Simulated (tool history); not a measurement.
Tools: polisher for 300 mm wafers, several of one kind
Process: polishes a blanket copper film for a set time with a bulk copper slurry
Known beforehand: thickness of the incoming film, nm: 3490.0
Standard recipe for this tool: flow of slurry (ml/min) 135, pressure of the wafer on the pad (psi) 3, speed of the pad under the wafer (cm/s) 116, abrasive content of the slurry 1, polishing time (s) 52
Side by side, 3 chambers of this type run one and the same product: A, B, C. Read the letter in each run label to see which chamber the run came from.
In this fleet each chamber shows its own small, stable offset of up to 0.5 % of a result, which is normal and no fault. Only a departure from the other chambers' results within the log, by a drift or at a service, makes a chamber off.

run	hour	flow of slurry (ml/min)	pressure of the wafer on the pad (psi)	speed of the pad under the wafer (cm/s)	abrasive content of the slurry	polishing time (s)	film removed (angstrom)
1A	3.3	135	3	116	1	52	6776.9
# hour 4.8: chamber A: worn pad replaced by a new one
2B	8.1	135	3	116	1	52	6822
3C	11	135	3	116	1	52	6716.3
4C	15.6	135	3	116	1	52	6665.3
5A	19.8	135	3	116	1	52	6721.2
6B	23.6	135	3	116	1	52	6790.6
7B	25.6	135	3	116	1	52	6721.8
8C	29.7	135	3	116	1	52	6842.6
9A	32.1	135	3	116	1	52	6685.8
10C	35.3	135	3	116	1	52	6678.3
11B	39.8	135	3	116	1	52	6734.9
# hour 42.2: chamber C: slurry nozzle cleaned
12A	44.3	135	3	116	1	52	6691.9
13A	46.4	135	3	116	1	52	6805.6
# hour 49.6: chamber B: worn pad replaced by a new one
14C	50.5	135	3	116	1	52	6794.3
15B	54.6	160	3.4	116	1	52	7819.8
16C	58.7	160	3.4	116	1	52	7836.2
17B	60.8	160	3.4	116	1	52	7920.2
18A	65.3	135	3	116	1	52	6681.9
19C	69	135	3	116	1	52	6770.9
20B	72.8	120	3.5	116	1	52	7667.5
# hour 74.3: chamber C: worn pad replaced by a new one
21A	76.1	120	3.5	116	1	52	7734.5
22B	80.7	120	3.5	116	1	52	7638.7
23A	83.2	135	3	116	1	52	6701.5
24C	85.4	135	3	116	1	52	6821.7
25A	88.7	135	3	116	1	52	6722.7
26C	93.1	135	3	116	1	52	6857.5
27B	95.8	135	3	116	1	52	6757.5
28A	98	135	3	116	1	52	6722.3
29C	102.3	135	3	116	1	52	6713.8

The same settings go to every chamber for the next run, one line per chamber below. Forecast the results for each:
30A	105.7	135	3	116	1.15	52	?
30B	105.7	135	3	116	1.15	52	?
30C	105.7	135	3	116	1.15	52	?

run	film removed (angstrom)
30A	7065.7
30B	6972.6
30C	6967.8
